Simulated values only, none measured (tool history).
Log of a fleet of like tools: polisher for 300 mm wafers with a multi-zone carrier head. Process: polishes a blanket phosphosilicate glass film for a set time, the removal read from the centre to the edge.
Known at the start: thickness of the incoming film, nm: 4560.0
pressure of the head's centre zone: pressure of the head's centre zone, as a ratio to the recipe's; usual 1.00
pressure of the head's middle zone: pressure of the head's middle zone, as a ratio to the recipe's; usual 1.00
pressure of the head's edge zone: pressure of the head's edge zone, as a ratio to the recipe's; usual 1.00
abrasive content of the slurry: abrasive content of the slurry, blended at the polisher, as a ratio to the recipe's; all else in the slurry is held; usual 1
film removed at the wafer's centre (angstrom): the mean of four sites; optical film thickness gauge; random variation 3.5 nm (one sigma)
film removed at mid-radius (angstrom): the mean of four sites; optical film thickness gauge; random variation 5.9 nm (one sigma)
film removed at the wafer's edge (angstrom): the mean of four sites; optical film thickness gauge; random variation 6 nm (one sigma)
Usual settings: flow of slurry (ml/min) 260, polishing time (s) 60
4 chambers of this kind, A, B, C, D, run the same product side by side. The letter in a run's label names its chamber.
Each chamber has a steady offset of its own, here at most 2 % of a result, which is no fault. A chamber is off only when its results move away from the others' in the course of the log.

run   hour  flow of slurry (ml/min)  pressure of the head's centre zone  pressure of the head's middle zone  pressure of the head's edge zone  abrasive content of the slurry  polishing time (s)  wafers polished on this pad  hours since the slurry nozzle was cleaned  hours since the centre zone pressure was calibrated  hours since the edge zone pressure was calibrated  film removed at the wafer's centre (angstrom)  film removed at mid-radius (angstrom)  film removed at the wafer's edge (angstrom)
 1D    2.3                      260                                1.00                                1.00                              1.00                               1                  60                          684                                      434.8                                                491.9                                               15.3                                         4018.1                                 4140.7                                       4032.8
 2A    6.8                      260                                1.00                                1.00                              1.00                               1                  60                          419                                       44.8                                                254.6                                              119.4                                         4006.3                                 4025.8                                       4103.8
 3B    9.3                      260                                1.00                                1.00                              1.00                               1                  60                          648                                      366.8                                                614.9                                              360.5                                         3926.1                                 3950.7                                       4154.1
      10.4  -- chamber B: worn pad replaced by a new one
 4C   13.2                      260                                1.00                                1.00                              1.00                               1                  60                          299                                      161.1                                                 74.4                                              213.7                                         4064.8                                 4038.0                                       4097.3
 5A   16.8                      260                                1.00                                1.00                              1.00                               1                  60                          492                                       54.8                                                264.6                                              129.4                                         4053.8                                 3999.1                                       4051.0
 6B   19.4                      260                                1.00                                1.00                              1.00                               1                  60                           66                                      376.9                                                625.0                                              370.6                                         3912.8                                 4107.8                                       4054.9
 7C   24.4                      260                                1.00                                1.00                              1.00                               1                  60                          381                                      172.3                                                 85.6                                              224.9                                         4020.0                                 3968.7                                       4006.4
 8D   27.5                      260                                1.00                                1.00                              1.00                               1                  60                          868                                      460.0                                                517.1                                               40.5                                         4107.0                                 4015.3                                       3996.2
 9D   31.2                      260                                1.00                                1.00                              1.00                               1                  60                          895                                      463.7                                                520.8                                               44.2                                         4042.2                                 4203.2                                       4112.7
10A   33.6                      260                                1.00                                1.00                              1.00                               1                  60                          615                                       71.6                                                281.4                                              146.2                                         4035.9                                 4009.4                                       4150.9
      33.9  -- chamber D: slurry nozzle cleaned
11B   36.0                      260                                1.00                                1.00                              1.00                               1                  60                          187                                      393.5                                                641.6                                              387.2                                         3942.6                                 4016.0                                       3983.4
12C   40.0                      260                                1.06                                1.06                              1.00                               1                  60                          495                                      187.9                                                101.2                                              240.5                                         4377.8                                 4338.4                                       3973.5
13B   44.6                      260                                1.06                                1.06                              1.00                               1                  60                          250                                      402.1                                                650.2                                              395.8                                         4197.1                                 4293.0                                       4051.8
14D   49.2                      260                                1.06                                1.06                              1.00                               1                  60                         1027                                       15.3                                                538.8                                               62.2                                         4322.3                                 4207.1                                       4024.1
15A   52.8                      260                                1.06                                1.06                              1.00                               1                  60                          755                                       90.8                                                300.6                                              165.4                                         4278.3                                 4200.6                                       3965.8
16C   56.6                      260                                1.00                                1.00                              1.00                               1                  60                          617                                      204.5                                                117.8                                              257.1                                         3994.2                                 3950.7                                       4029.1
17D   60.9                      260                                1.00                                1.00                              1.00                               1                  60                         1112                                       27.0                                                550.5                                               73.9                                         4018.9                                 3994.4                                       4093.1
18C   65.5                      260                                1.00                                1.00                              1.00                               1                  60                          682                                      213.4                                                126.7                                              266.0                                         4050.6                                 4054.1                                       4027.5
19A   67.9                      260                                1.00                                1.00                              1.00                               1                  60                          866                                      105.9                                                315.7                                              180.5                                         4016.6                                 4020.9                                       3992.8
      68.3  -- chamber C: worn pad replaced by a new one
20B   72.1                      260                                1.00                                1.00                              1.00                               1                  60                          451                                      429.6                                                677.7                                              423.3                                         3903.3                                 3956.4                                       4061.7
      73.7  -- chamber B: edge zone pressure recalibrated
      75.5  -- chamber A: worn pad replaced by a new one
21A   77.0                      260                                1.00                                1.00                              1.00                               1                  60                           11                                      115.0                                                324.8                                              189.6                                         4023.6                                 4000.8                                       4088.8
22C   80.8                      260                                1.00                                1.00                              1.00                               1                  60                           91                                      228.7                                                142.0                                              281.3                                         4004.9                                 4008.7                                       4030.9
23D   84.8                      260                                1.00                                1.00                              1.00                               1                  54                         1287                                       50.9                                                574.4                                               97.8                                         3631.2                                 3700.2                                       3684.1
      85.2  -- chamber B: worn pad replaced by a new one
24B   88.0                      260                                1.00                                1.00                              1.00                               1                  54                           20                                      445.5                                                693.6                                               14.4                                         3526.1                                 3668.6                                       3697.5
25D   90.3                      260                                1.00                                1.00                              1.00                               1                  54                         1327                                       56.4                                                579.9                                              103.3                                         3607.3                                 3690.2                                       3688.6
26B   92.6                      260                                1.00                                1.00                              1.00                               1                  54                           54                                      450.1                                                698.2                                               19.0                                         3487.8                                 3660.5                                       3728.5
27A   97.5                      260                                1.00                                1.00                              1.00                               1                  60                          161                                      135.5                                                345.3                                              210.1                                         3994.6                                 3991.4                                       4036.2
28C  100.1                      260                                1.00                                1.00                              1.00                               1                  60                          232                                      248.0                                                161.3                                              300.6                                         4071.7                                 3967.7                                       4190.6
29D  103.8                      305                                1.00                                1.00                              1.00                               1                  60                         1426                                       69.9                                                593.4                                              116.8                                         4116.2                                 4152.5                                       4133.8
30C  108.7                      305                                1.00                                1.00                              1.00                               1                  60                          295                                      256.6                                                169.9                                              309.2                                         4177.2                                 4132.0                                       4128.3
31B  111.3                      305                                1.00                                1.00                              1.00                               1                  60                          191                                      468.8                                                716.9                                               37.7                                         3928.7                                 4071.4                                       4129.1
32A  113.8                      305                                1.00                                1.00                              1.00                               1                  60                          280                                      151.8                                                361.6                                              226.4                                         4138.3                                 3993.2                                       4047.7
33A  116.0                      260                                1.00                                1.00                              1.00                               1                  60                          296                                      154.0                                                363.8                                              228.6                                         4028.0                                 4133.4                                       4052.0
     120.9  -- chamber D: worn pad replaced by a new one
34B  120.9                      260                                1.00                                1.00                              1.00                               1                  60                          261                                      478.4                                                726.5                                               47.3                                         3780.0                                 4029.4                                       4009.4
35D  124.9                      260                                1.00                                1.00                              1.00                               1                  60                           29                                       91.0                                                614.5                                              137.9                                         4016.2                                 4032.8                                       4018.9
36C  128.7                      260                                1.00                                1.00                              1.00                               1                  60                          442                                      276.6                                                189.9                                              329.2                                         3990.7                                 3970.9                                       3996.8
37C  133.6                      260                                1.00                                1.00                              1.00                               1                  60                          477                                      281.5                                                194.8                                              334.1                                         4038.3                                 3964.5                                       4110.1
38D  138.1                      260                                1.00                                1.00                              1.00                               1                  60                          126                                      104.2                                                627.7                                              151.1                                         4042.9                                 4044.4                                       3936.7
39B  141.5                      260                                1.00                                1.00                              0.93                               1                  60                          411                                      499.0                                                747.1                                               67.9                                         3766.9                                 4091.0                                       3924.3

Next, every chamber runs the same settings. What will each give?
40A  145.1                      260                                1.00                                1.00                              0.92                               1                  60                                                                                                                                                                                                                              ?                                      ?                                            ?
40B  145.1                      260                                1.00                                1.00                              0.92                               1                  60                                                                                                                                                                                                                              ?                                      ?                                            ?
40C  145.1                      260                                1.00                                1.00                              0.92                               1                  60                                                                                                                                                                                                                              ?                                      ?                                            ?
40D  145.1                      260                                1.00                                1.00                              0.92                               1                  60                                                                                                                                                                                                                              ?                                      ?                                            ?

run  film removed at the wafer's centre (angstrom)  film removed at mid-radius (angstrom)  film removed at the wafer's edge (angstrom)
40A                                         4069.0                                 3971.8                                       3865.3
40B                                         3796.4                                 4124.6                                       3880.4
40C                                         4100.2                                 3995.3                                       3856.2
40D                                         4025.0                                 4079.3                                       3912.1
